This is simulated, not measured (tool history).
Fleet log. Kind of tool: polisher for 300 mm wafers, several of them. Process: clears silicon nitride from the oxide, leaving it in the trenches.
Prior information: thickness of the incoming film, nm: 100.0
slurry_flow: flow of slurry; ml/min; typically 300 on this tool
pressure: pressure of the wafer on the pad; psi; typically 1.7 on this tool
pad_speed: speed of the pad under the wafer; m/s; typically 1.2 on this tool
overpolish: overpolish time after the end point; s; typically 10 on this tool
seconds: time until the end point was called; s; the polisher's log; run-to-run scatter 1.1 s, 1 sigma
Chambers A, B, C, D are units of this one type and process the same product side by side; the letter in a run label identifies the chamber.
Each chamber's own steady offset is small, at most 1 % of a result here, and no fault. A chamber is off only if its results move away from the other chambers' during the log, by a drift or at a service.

run,hour,slurry_flow,pressure,pad_speed,overpolish,wafers polished on this pad,hours since the slurry nozzle was cleaned,hours since the head pressure was calibrated,seconds
# hour 2.6: chamber C: worn pad replaced by a new one
# hour 5.1: chamber B: worn pad replaced by a new one
1C,10,300,1.7,1.2,10,66,895.8,884.7,126.82
2D,17.8,300,1.7,1.2,10,302,310.8,547.7,125.94
3B,24.2,300,1.7,1.2,10,171,148,650.9,124.48
4A,30.9,300,1.7,1.2,10,592,240.8,562.8,126.97
# hour 31.9: chamber A: head pressure recalibrated
5B,41.3,300,1.7,1.2,10,324,165.1,668,125.93
# hour 45.2: chamber C: head pressure recalibrated
6D,49,300,1.7,1.2,10,581,342,578.9,125.23
# hour 56.6: chamber C: slurry nozzle cleaned
7C,58.3,300,1.7,1.2,10,497,1.7,13.1,123.87
# hour 66.9: chamber D: worn pad replaced by a new one
8A,67.6,240,1.7,1.2,10,920,277.5,35.8,130.56
# hour 70.3: chamber B: worn pad replaced by a new one
# hour 73.6: chamber B: slurry nozzle cleaned
9D,76.8,240,1.7,1.2,10,88,369.8,606.7,128.9
10A,89.5,240,1.7,1.2,10,1116,299.4,57.7,130.42
# hour 89.8: chamber A: worn pad replaced by a new one
11B,96.4,240,1.7,1.2,10,233,22.8,723.1,127.84
12C,103.5,300,1.7,1.2,10,901,46.9,58.3,126.33
13A,115.9,300,1.7,1.2,10,233,325.8,84.1,128.01
# hour 121.4: chamber C: worn pad replaced by a new one
14C,123.4,300,1.7,1.2,10,18,66.8,78.2,125.66
# hour 125.6: chamber D: slurry nozzle cleaned
15B,132.6,300,1.7,1.2,10,557,59,759.3,126.39
16D,138.9,300,1.4,1.32,10,643,13.3,668.8,139.01
# hour 145.6: chamber B: worn pad replaced by a new one
17A,152.7,300,1.4,1.32,10,562,362.6,120.9,140.73
# hour 159.7: chamber D: worn pad replaced by a new one
18D,167,300,1.4,1.32,10,66,41.4,696.9,138.28
19B,180.5,300,1.4,1.32,10,311,106.9,807.2,137.38
20C,188.1,300,1.7,1.2,10,596,131.5,142.9,127.53
21D,196.6,300,1.7,1.2,10,330,71,726.5,125.33
22C,210.3,300,1.7,1.2,10,794,153.7,165.1,126.06
# hour 218.1: chamber C: worn pad replaced by a new one
23A,219.2,300,1.7,1.2,10,1157,429.1,187.4,128.89
# hour 219.8: chamber B: worn pad replaced by a new one
# hour 221.6: chamber A: worn pad replaced by a new one
24B,228.4,300,1.7,1.2,10,76,154.8,855.1,122.71
25D,234.8,300,1.7,1.2,10,671,109.2,764.7,126.11
26A,242.1,300,1.7,1.2,10,183,452,210.3,126.51
27C,254,300,1.7,1.2,10,321,197.4,208.8,125.35

Next, every chamber runs the same settings. What will each give?
28A,264.3,300,1.7,1.2,10,,,,?
28B,264.3,300,1.7,1.2,10,,,,?
28C,264.3,300,1.7,1.2,10,,,,?
28D,264.3,300,1.7,1.2,10,,,,?

run,seconds
28A,125.66
28B,123.46
28C,126.75
28D,125.28
